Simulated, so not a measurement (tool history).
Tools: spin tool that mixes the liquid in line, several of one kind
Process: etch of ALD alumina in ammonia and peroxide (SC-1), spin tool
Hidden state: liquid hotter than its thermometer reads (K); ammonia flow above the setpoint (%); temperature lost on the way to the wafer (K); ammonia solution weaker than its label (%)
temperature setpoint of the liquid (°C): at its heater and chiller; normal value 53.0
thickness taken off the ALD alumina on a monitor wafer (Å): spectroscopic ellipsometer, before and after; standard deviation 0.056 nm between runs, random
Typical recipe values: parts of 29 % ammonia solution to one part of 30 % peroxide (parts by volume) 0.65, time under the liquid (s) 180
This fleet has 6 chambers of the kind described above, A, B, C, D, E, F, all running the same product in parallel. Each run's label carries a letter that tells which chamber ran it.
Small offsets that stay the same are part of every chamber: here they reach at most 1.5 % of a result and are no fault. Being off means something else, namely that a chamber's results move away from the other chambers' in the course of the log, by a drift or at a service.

run	hour	temperature setpoint of the liquid (°C)	parts of 29 % ammonia solution to one part of 30 % peroxide (parts by volume)	time under the liquid (s)	hours since the thermometer was replaced	hours since the ammonia flow meter was replaced	hours since the heated supply line was repaired	hours since the drum of ammonia solution was connected	read-back film thickness of the ALD alumina reference wafer, read on the same gauge (nm)	thickness taken off the ALD alumina on a monitor wafer (Å)
1D	6.6	53.0	0.65	180	410.8	440.6	131.2	132.4	109.96	63.594
2A	14.5	53.0	0.65	180	872.5	2305.2	2720.5	156.8	110.02	61.881
3E	23.2	53.0	0.65	180	427.5	1067.8	459.5	775.3	110.03	64.358
# hour 24.6: chamber F: ammonia flow meter replaced
4B	34.6	53.0	0.65	180	846.2	1384.7	851.5	544.1	109.95	63.017
5F	45.6	53.0	0.65	180	605.7	21.1	559.3	401.1	110.02	62.655
# hour 48.9: chamber E: new drum of ammonia solution connected
6C	55.3	44.5	0.55	180	238.4	456.4	552.9	130.2	110.01	39.174
# hour 58.2: chamber A: ammonia flow meter replaced
7B	65.3	44.5	0.55	180	876.9	1415.4	882.2	574.8	110.01	38.883
8A	74.9	44.5	0.55	180	932.9	16.7	2780.9	217.2	109.99	38.220
9E	81.1	44.5	0.55	180	485.4	1125.7	517.4	32.2	109.98	39.281
10C	94.2	44.5	0.55	180	277.3	495.3	591.8	169.1	110.01	39.424
11F	101.1	44.5	0.55	180	661.2	76.6	614.8	456.6	110.00	38.874
12D	112.9	53.0	0.65	180	517.1	546.9	237.5	238.7	110.06	62.595
13B	123.6	53.0	0.65	180	935.2	1473.7	940.5	633.1	109.98	62.830
14E	135.8	53.0	0.65	180	540.1	1180.4	572.1	86.9	110.01	63.730
# hour 137.1: chamber B: new drum of ammonia solution connected
# hour 146.3: chamber B: ammonia flow meter replaced
15F	148.2	53.0	0.65	180	708.3	123.7	661.9	503.7	109.99	63.074
16A	161.4	53.0	0.65	180	1019.4	103.2	2867.4	303.7	110.00	62.704
17C	169.7	53.0	0.65	180	352.8	570.8	667.3	244.6	110.02	61.783
18D	176.3	53.0	0.65	180	580.5	610.3	300.9	302.1	109.99	64.601
19B	186.1	53.0	0.65	180	997.7	39.8	1003.0	49.0	109.99	63.110
20C	197.9	53.0	0.65	270	381.0	599.0	695.5	272.8	109.98	92.857
# hour 204.6: chamber C: new drum of ammonia solution connected
21D	209.9	53.0	0.65	270	614.1	643.9	334.5	335.7	110.00	96.170
22E	215.9	53.0	0.65	270	620.2	1260.5	652.2	167.0	110.01	96.009
# hour 221.0: chamber D: new drum of ammonia solution connected
23F	224.7	53.0	0.65	270	784.8	200.2	738.4	580.2	109.99	93.741
# hour 234.0: chamber E: ammonia flow meter replaced
24A	234.1	53.0	0.65	270	1092.1	175.9	2940.1	376.4	110.01	92.331
25A	240.0	53.0	0.65	270	1098.0	181.8	2946.0	382.3	110.01	94.286
26D	248.4	53.0	0.65	180	652.6	682.4	373.0	27.4	110.04	64.477
27E	256.1	53.0	0.65	180	660.4	22.2	692.4	207.2	109.96	63.954
28C	266.3	61.0	0.65	250	449.4	667.4	763.9	61.7	110.00	124.760
29F	279.4	61.0	0.65	250	839.5	254.9	793.1	634.9	109.99	131.840
30B	292.1	61.0	0.65	250	1103.7	145.8	1109.0	155.0	110.00	133.250
# hour 295.1: chamber C: ammonia flow meter replaced
31B	298.6	61.0	0.65	250	1110.2	152.3	1115.5	161.5	110.00	129.650
# hour 299.4: chamber F: new drum of ammonia solution connected
# hour 302.0: chamber D: thermometer replaced
32A	308.9	61.0	0.65	250	1166.9	250.7	3014.9	451.2	110.02	131.410
33F	321.5	61.0	0.65	250	881.6	297.0	835.2	22.1	110.04	130.840
34E	334.6	53.0	0.65	180	738.9	100.7	770.9	285.7	109.97	63.481
# hour 341.7: chamber B: thermometer replaced
35D	344.6	53.0	0.65	180	42.7	778.6	469.2	123.6	109.99	64.188
36C	350.6	53.0	0.65	180	533.7	55.6	848.2	146.0	110.01	59.049
37C	359.9	53.0	0.65	180	543.0	64.9	857.5	155.3	110.01	59.361
38B	367.3	53.0	0.65	180	25.6	221.0	1184.2	230.2	109.97	62.775
39F	379.9	53.0	0.65	180	940.0	355.4	893.6	80.5	109.97	63.235
# hour 380.7: chamber A: heated supply line repaired
40D	392.5	53.0	0.65	180	90.6	826.5	517.1	171.5	110.01	63.715
41E	398.7	53.0	0.45	180	803.0	164.8	835.0	349.8	110.05	61.540
42A	411.3	53.0	0.45	180	1269.3	353.1	30.6	553.6	110.00	59.819
43E	417.9	53.0	0.45	180	822.2	184.0	854.2	369.0	110.01	61.841
44D	424.0	53.0	0.45	180	122.1	858.0	548.6	203.0	109.99	61.254

One chamber off, gauge drift, or nothing amiss beyond the chambers' own small offsets? If it is a chamber, which one, and what is the likeliest cause?

Little by little, chamber C moves away from the other chambers.
Most likely cause: temperature lost on the way to the wafer (K) = 1.54.
The log might look much the same if the cause were instead: liquid colder than its thermometer reads (K).

Below are 4 candidate recipes for chamber C's next run, each the usual settings with a change, their results shown as question marks. Which of them brings C's results back in line with what the other chambers give on the usual settings?
In-line tolerance around the mean of the other chambers on the usual settings: thickness taken off the ALD alumina on a monitor wafer (Å) 1.900
45C-1	433.5	50.0	0.65	180						?
45C-2	433.5	56.0	0.65	180						?
45C-3	433.5	51.5	0.65	180						?
45C-4	433.5	53.0	0.65	195						?

The mean the other chambers reach with the usual settings: thickness taken off the ALD alumina on a monitor wafer (Å) 63.082
run	thickness taken off the ALD alumina on a monitor wafer (Å)
45C-1	49.028
45C-2	67.640
45C-3	53.208
45C-4	62.506
It is 45C-4 that realigns the chamber with its peers.
